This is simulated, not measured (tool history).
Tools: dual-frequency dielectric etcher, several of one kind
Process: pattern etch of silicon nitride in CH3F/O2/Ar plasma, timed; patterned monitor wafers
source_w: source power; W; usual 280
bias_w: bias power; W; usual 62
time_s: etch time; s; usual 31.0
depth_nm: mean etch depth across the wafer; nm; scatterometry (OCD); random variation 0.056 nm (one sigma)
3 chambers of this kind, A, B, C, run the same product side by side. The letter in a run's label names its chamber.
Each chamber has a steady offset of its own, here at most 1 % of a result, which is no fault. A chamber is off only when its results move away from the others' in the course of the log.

| run | day | source_w | bias_w | time_s | hours since the last wet clean | hours since the last source power generator calibration | hours since the last bias power generator calibration | read-back reference wafer on the same gauge, depth_nm | depth_nm |
|---|---|---|---|---|---|---|---|---|---|
| 1B | 0.383 | 280 | 62 | 31.0 | 583.6 | 78.9 | 462.9 | 16.697 | 17.806 |
| 2C | 0.833 | 280 | 62 | 31.0 | 251.6 | 176.8 | 881.7 | 16.714 | 17.915 |
| 3A | 1.446 | 280 | 62 | 31.0 | 135.4 | 867.2 | 2278.3 | 16.697 | 17.982 |
| 4C | 1.954 | 280 | 62 | 31.0 | 278.5 | 203.7 | 908.6 | 16.703 | 17.882 |
| 5B | 2.321 | 280 | 62 | 31.0 | 630.1 | 125.4 | 509.4 | 16.687 | 17.855 |
|  | 2.442 | chamber B: wet clean of the chamber |
| 6A | 2.675 | 280 | 62 | 31.0 | 164.9 | 896.7 | 2307.8 | 16.700 | 17.939 |
| 7B | 3.150 | 280 | 62 | 31.0 | 17.1 | 145.3 | 529.3 | 16.700 | 17.953 |
| 8A | 3.592 | 280 | 62 | 31.0 | 186.9 | 918.7 | 2329.8 | 16.708 | 17.963 |
| 9C | 3.875 | 280 | 62 | 31.0 | 324.6 | 249.8 | 954.7 | 16.693 | 17.985 |
| 10C | 4.529 | 280 | 62 | 31.0 | 340.3 | 265.5 | 970.4 | 16.700 | 18.056 |
| 11A | 5.129 | 280 | 62 | 31.0 | 223.8 | 955.6 | 2366.7 | 16.700 | 17.853 |
| 12B | 5.429 | 280 | 62 | 31.0 | 71.8 | 200.0 | 584.0 | 16.691 | 17.896 |
| 13B | 5.929 | 280 | 62 | 31.0 | 83.8 | 212.0 | 596.0 | 16.720 | 17.910 |
| 14C | 6.225 | 280 | 62 | 31.0 | 381.0 | 306.2 | 1011.1 | 16.696 | 18.144 |
| 15A | 6.771 | 280 | 62 | 31.0 | 263.2 | 995.0 | 2406.1 | 16.696 | 18.004 |
| 16B | 7.167 | 280 | 62 | 36.5 | 113.5 | 241.7 | 625.7 | 16.705 | 20.980 |
| 17A | 7.650 | 280 | 62 | 36.5 | 284.3 | 1016.1 | 2427.2 | 16.696 | 21.208 |
| 18C | 8.308 | 280 | 62 | 36.5 | 431.0 | 356.2 | 1061.1 | 16.700 | 21.441 |
| 19C | 8.683 | 280 | 62 | 31.0 | 440.0 | 365.2 | 1070.1 | 16.705 | 18.105 |
| 20B | 9.333 | 280 | 62 | 31.0 | 165.5 | 293.7 | 677.7 | 16.693 | 18.002 |
| 21A | 9.912 | 280 | 55 | 31.0 | 338.6 | 1070.4 | 2481.5 | 16.701 | 17.157 |
| 22C | 10.538 | 280 | 55 | 31.0 | 484.5 | 409.7 | 1114.6 | 16.686 | 17.526 |
| 23B | 11.033 | 280 | 55 | 31.0 | 206.3 | 334.5 | 718.5 | 16.699 | 17.187 |
| 24A | 11.688 | 280 | 62 | 31.0 | 381.2 | 1113.0 | 2524.1 | 16.712 | 17.968 |
| 25A | 12.338 | 280 | 62 | 22.5 | 396.8 | 1128.6 | 2539.7 | 16.688 | 12.980 |
| 26B | 12.846 | 280 | 62 | 22.5 | 249.8 | 378.0 | 762.0 | 16.702 | 12.993 |
| 27C | 13.225 | 280 | 62 | 22.5 | 549.0 | 474.2 | 1179.1 | 16.709 | 13.253 |
| 28B | 13.833 | 280 | 62 | 31.0 | 273.5 | 401.7 | 785.7 | 16.688 | 17.881 |
| 29C | 14.417 | 280 | 62 | 31.0 | 577.6 | 502.8 | 1207.7 | 16.702 | 18.238 |
| 30A | 15.067 | 220 | 62 | 31.0 | 462.3 | 1194.1 | 2605.2 | 16.694 | 16.350 |
| 31C | 15.475 | 220 | 62 | 31.0 | 603.0 | 528.2 | 1233.1 | 16.696 | 16.763 |
| 32B | 16.025 | 220 | 62 | 31.0 | 326.1 | 454.3 | 838.3 | 16.697 | 16.329 |
| 33A | 16.458 | 280 | 62 | 31.0 | 495.7 | 1227.5 | 2638.6 | 16.698 | 17.996 |
| 34C | 17.067 | 280 | 62 | 31.0 | 641.2 | 566.4 | 1271.3 | 16.705 | 18.457 |

What goes on in this fleet: one chamber off, a drifting gauge, or nothing beyond the chambers' own small offsets? Name the chamber and the cause, if any.

Chamber C drifts away from the others.
Cause: etch rate over this chamber's usual, % = 2.9.

Here are 4 candidates for chamber C's next run, each the usual settings with a change, their results left as question marks. Which one brings its results back in line with what the others give on the usual settings?
In line means no further than this from the other chambers' mean on the usual settings: depth_nm 0.200 nm
| 35C-1 | 17.533 | 280 | 71 | 31.0 |  |  |  |  | ? |
| 35C-2 | 17.533 | 290 | 64 | 31.0 |  |  |  |  | ? |
| 35C-3 | 17.533 | 270 | 60 | 31.0 |  |  |  |  | ? |
| 35C-4 | 17.533 | 250 | 62 | 31.0 |  |  |  |  | ? |

The other chambers' mean on the usual settings: depth_nm 17.932 nm
| run | depth_nm |
|---|---|
| 35C-1 | 19.312 |
| 35C-2 | 18.884 |
| 35C-3 | 17.979 |
| 35C-4 | 17.654 |
35C-3 brings the chamber back in line.
